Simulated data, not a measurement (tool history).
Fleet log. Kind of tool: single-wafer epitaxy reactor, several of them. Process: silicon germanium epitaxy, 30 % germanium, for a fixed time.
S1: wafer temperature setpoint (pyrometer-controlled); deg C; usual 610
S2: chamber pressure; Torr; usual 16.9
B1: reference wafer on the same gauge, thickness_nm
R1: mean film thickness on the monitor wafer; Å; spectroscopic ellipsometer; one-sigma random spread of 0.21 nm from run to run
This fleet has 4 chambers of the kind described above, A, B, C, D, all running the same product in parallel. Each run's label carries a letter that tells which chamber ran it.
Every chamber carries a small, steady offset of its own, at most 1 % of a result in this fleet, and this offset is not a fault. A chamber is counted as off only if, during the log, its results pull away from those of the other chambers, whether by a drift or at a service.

run,day,S1,S2,B1,R1
1D,0.446,610,16.9,73.091,663.43
2B,0.696,610,16.9,73.143,658.91
3C,1.192,610,16.9,73.12,658.45
4A,1.671,610,16.9,73.149,665.49
5A,2.133,623,16.9,73.124,841.66
6C,2.662,623,16.9,73.118,833.16
7D,3,623,16.9,73.114,839.86
8B,3.379,623,16.9,73.084,826.04
9C,3.783,610,16.9,73.125,661.28
10D,4.021,610,16.9,73.093,658.93
11B,4.45,610,16.9,73.117,657.61
12A,4.683,610,16.9,73.165,669.64
13D,4.95,610,16.9,73.109,661.7
14B,5.396,610,16.9,73.133,657.06
15C,5.7,610,16.9,73.122,660.27
16A,6.042,623,13.7,73.136,772.12
17B,6.467,623,13.7,73.091,757.13
18C,6.942,623,13.7,73.104,758.31
19D,7.458,623,13.7,73.059,759.02
20A,7.938,610,16.9,73.074,665.08
21B,8.412,610,16.9,73.117,660.03
# day 8.696: chamber B: capacitance manometer re-zeroed and calibrated
22A,8.746,610,16.9,73.081,666.03
23D,9.267,610,16.9,73.08,650.1
24C,9.529,610,16.9,73.167,659.02
25C,9.792,610,16.9,73.073,656.38
26B,10.171,610,16.9,73.078,660.79
27D,10.558,610,16.9,73.079,641.64
28A,10.883,610,16.9,73.115,663.07
29C,11.25,610,16.9,73.131,657.01
30B,11.779,610,16.9,73.083,658.34
31A,12.304,622,18.4,73.055,850.44
32D,12.608,622,18.4,73.114,817.96
33A,13.075,622,18.4,73.102,847.03
34C,13.358,622,18.4,73.109,842.32
35D,13.608,610,16.9,73.071,633.84
36B,14.021,610,16.9,73.149,659.76

For the next run the whole fleet of 4 chambers uses the same settings. Give each chamber's results:
37A,14.408,623,16.9,,?
37B,14.408,623,16.9,,?
37C,14.408,623,16.9,,?
37D,14.408,623,16.9,,?

run,R1
37A,836.54
37B,822.41
37C,829.94
37D,801.44
